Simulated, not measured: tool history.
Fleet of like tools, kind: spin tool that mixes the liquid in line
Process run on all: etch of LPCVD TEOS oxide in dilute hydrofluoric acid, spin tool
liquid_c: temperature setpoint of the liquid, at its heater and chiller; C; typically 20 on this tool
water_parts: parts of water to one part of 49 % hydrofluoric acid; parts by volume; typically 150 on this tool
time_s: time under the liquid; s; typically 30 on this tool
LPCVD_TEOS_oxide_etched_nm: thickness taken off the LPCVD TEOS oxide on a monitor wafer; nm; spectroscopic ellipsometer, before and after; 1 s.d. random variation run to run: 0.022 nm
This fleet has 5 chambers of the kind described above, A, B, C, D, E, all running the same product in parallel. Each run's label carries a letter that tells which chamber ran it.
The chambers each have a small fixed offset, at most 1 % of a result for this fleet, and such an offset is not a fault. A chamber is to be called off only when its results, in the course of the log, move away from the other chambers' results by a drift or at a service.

run,hour,liquid_c,water_parts,time_s,"read-back film thickness of the LPCVD TEOS oxide reference wafer, read on the same gauge (nm)",LPCVD_TEOS_oxide_etched_nm
1E,5.4,20,150,30,59.968,4.3092
2A,13.2,20,150,30,60.009,4.3345
3B,20.8,20,150,30,60.013,4.3727
4C,27.4,20,150,30,59.998,4.3762
5D,33.1,20,150,30,60.017,4.3493
6B,37.6,20,150,30,59.992,4.3377
7D,45.1,20,150,30,59.983,4.3053
8E,51.4,20,150,30,60.021,4.3544
9A,56.2,20,150,30,59.998,4.3915
10C,59.9,20,150,30,60.002,4.3573
11C,65.2,20,150,30,59.988,4.3694
12B,70.4,20,150,30,59.964,4.3547
13D,75.3,20,150,30,60.017,4.374
14E,81.1,20,150,30,60.015,4.3153
15A,86.9,20,150,30,59.994,4.3201
16A,90.7,20,150,30,60.016,4.3618
17E,95.3,20,150,30,60.011,4.3864
18C,103.3,20,150,30,60.003,4.3811
19D,109,20,150,30,59.993,4.339
20B,116.3,20,150,30,59.999,4.363
21D,123,20,150,30,60.004,4.2896
22E,127.3,20,150,30,59.994,4.3909
23C,134.8,20,150,30,60.009,4.3588
24A,140.3,20,150,30,59.997,4.3544
25B,146.6,20,150,30,59.986,4.3205
26D,150.5,20,150,30,59.958,4.3375
27E,155.6,20,150,30,59.996,4.3221
28B,159.2,20,150,30,60.024,4.3246
29A,165,20,150,30,60.031,4.3508
30C,170.5,20,150,30,59.965,4.3595
31B,178.4,20,150,30,60.017,4.3487
32E,183.2,20,150,30,60.014,4.377
33D,190.2,20,150,30,59.998,4.3284
34A,193.8,20,125,40,59.999,7.1448
35C,201,20,125,40,60.01,7.1687
36B,204.6,20,125,40,60.012,7.1154
37D,212.3,20,125,40,59.992,7.2097

Each of the 5 chambers runs these same settings next. Fill in every chamber's results:
38A,218.1,20,150,30,,?
38B,218.1,20,150,30,,?
38C,218.1,20,150,30,,?
38D,218.1,20,150,30,,?
38E,218.1,20,150,30,,?

run,LPCVD_TEOS_oxide_etched_nm
38A,4.3688
38B,4.3153
38C,4.3624
38D,4.3732
38E,4.3899

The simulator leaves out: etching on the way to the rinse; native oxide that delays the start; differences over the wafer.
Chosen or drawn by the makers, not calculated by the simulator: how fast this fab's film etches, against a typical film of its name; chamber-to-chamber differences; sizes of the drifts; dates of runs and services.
